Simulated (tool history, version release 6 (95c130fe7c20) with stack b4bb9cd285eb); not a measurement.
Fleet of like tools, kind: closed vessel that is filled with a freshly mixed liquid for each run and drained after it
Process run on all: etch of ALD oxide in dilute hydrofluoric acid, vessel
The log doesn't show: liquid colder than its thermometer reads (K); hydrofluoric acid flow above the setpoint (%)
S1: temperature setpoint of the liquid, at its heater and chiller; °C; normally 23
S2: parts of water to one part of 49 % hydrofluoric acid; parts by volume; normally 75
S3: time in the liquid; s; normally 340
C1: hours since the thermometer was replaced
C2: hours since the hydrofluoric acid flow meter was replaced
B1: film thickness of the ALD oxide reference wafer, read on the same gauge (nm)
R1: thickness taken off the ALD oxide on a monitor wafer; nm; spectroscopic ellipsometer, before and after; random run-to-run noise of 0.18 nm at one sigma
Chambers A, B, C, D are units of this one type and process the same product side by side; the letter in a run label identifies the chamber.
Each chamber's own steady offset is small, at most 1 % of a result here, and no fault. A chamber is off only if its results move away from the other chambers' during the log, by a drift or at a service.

Run 1D, hour 8.7: usual settings; C1 1496.0; C2 542.5; B1 119.98. Result: R1 50.972 nm.
Run 2B, hour 23.5: usual settings; C1 611.0; C2 328.1; B1 120.00. Result: R1 50.667 nm.
Run 3C, hour 37.0: usual settings; C1 700.7; C2 149.9; B1 120.00. Result: R1 50.107 nm.
Run 4A, hour 49.8: usual settings; C1 479.4; C2 692.5; B1 120.00. Result: R1 51.103 nm.
Run 5A, hour 60.5: usual settings; C1 490.1; C2 703.2; B1 120.03. Result: R1 50.856 nm.
Run 6C, hour 74.1: usual settings; C1 737.8; C2 187.0; B1 120.01. Result: R1 50.345 nm.
Run 7D, hour 85.9: usual settings; C1 1573.2; C2 619.7; B1 120.00. Result: R1 50.757 nm.
Run 8B, hour 99.7: usual settings; C1 687.2; C2 404.3; B1 119.98. Result: R1 50.822 nm.
Run 9A, hour 113.3: usual settings; C1 542.9; C2 756.0; B1 120.01. Result: R1 49.974 nm.
Run 10B, hour 122.6: usual settings but S1 21 °C; C1 710.1; C2 427.2; B1 120.01. Result: R1 47.025 nm.
Run 11C, hour 135.6: usual settings but S1 21 °C; C1 799.3; C2 248.5; B1 120.00. Result: R1 46.129 nm.
Run 12D, hour 144.7: usual settings but S1 21 °C; C1 1632.0; C2 678.5; B1 120.01. Result: R1 46.692 nm.
Run 13C, hour 156.9: usual settings but S1 21 °C; C1 820.6; C2 269.8; B1 120.02. Result: R1 46.357 nm.
Run 14B, hour 171.6: usual settings; C1 759.1; C2 476.2; B1 120.00. Result: R1 51.002 nm.
Run 15A, hour 180.5: usual settings; C1 610.1; C2 823.2; B1 120.01. Result: R1 49.875 nm.
At hour 188.9: chamber B: hydrofluoric acid flow meter replaced.
Run 16D, hour 192.7: usual settings; C1 1680.0; C2 726.5; B1 120.02. Result: R1 50.637 nm.
Run 17A, hour 206.4: usual settings; C1 636.0; C2 849.1; B1 119.99. Result: R1 49.482 nm.
Run 18B, hour 221.2: usual settings; C1 808.7; C2 32.4; B1 119.98. Result: R1 50.604 nm.
Run 19C, hour 234.1: usual settings; C1 897.8; C2 347.0; B1 120.00. Result: R1 50.225 nm.
Run 20D, hour 246.5: usual settings but S2 55 parts by volume, S3 410 s; C1 1733.8; C2 780.3; B1 119.98. Result: R1 86.328 nm.
Run 21D, hour 254.8: usual settings but S2 55 parts by volume, S3 410 s; C1 1742.1; C2 788.6; B1 119.99. Result: R1 86.381 nm.
Run 22C, hour 265.1: usual settings but S2 55 parts by volume, S3 410 s; C1 928.8; C2 378.0; B1 120.00. Result: R1 84.106 nm.
Run 23B, hour 272.0: usual settings but S2 55 parts by volume, S3 410 s; C1 859.5; C2 83.2; B1 119.99. Result: R1 85.511 nm.
Run 24A, hour 278.7: usual settings; C1 708.3; C2 921.4; B1 120.03. Result: R1 48.922 nm.

Decide between three cases: one chamber stands off from its peers, the gauge reading all wafers drifts, or nothing is wrong past each chamber's small offset. Where a chamber is off, say which and what most likely put it there.

Chamber A drifts away from the others.
Likeliest cause: liquid colder than its thermometer reads (K) = 1.12.
With only this log, it may be confused with: hydrofluoric acid flow below the setpoint (%).

Which of the 4 candidates below, each the usual settings with something changed and its results left as question marks, puts chamber A back in line with what the other chambers give on the usual settings?
In line here means within this much of the mean the other chambers give on the usual settings: R1 0.650 nm
Run 25A-1, hour 289.6: usual settings but S1 22 °C. Result: R1 ?.
Run 25A-2, hour 289.6: usual settings but S1 24 °C. Result: R1 ?.
Run 25A-3, hour 289.6: usual settings but S3 315 s. Result: R1 ?.
Run 25A-4, hour 289.6: usual settings but S2 70 parts by volume. Result: R1 ?.

Usual-settings mean across the other chambers: R1 50.619 nm
  run      R1
25A-1  46.671
25A-2  50.690
25A-3  45.080
25A-4  52.468
25A-2 brings the chamber back in line.
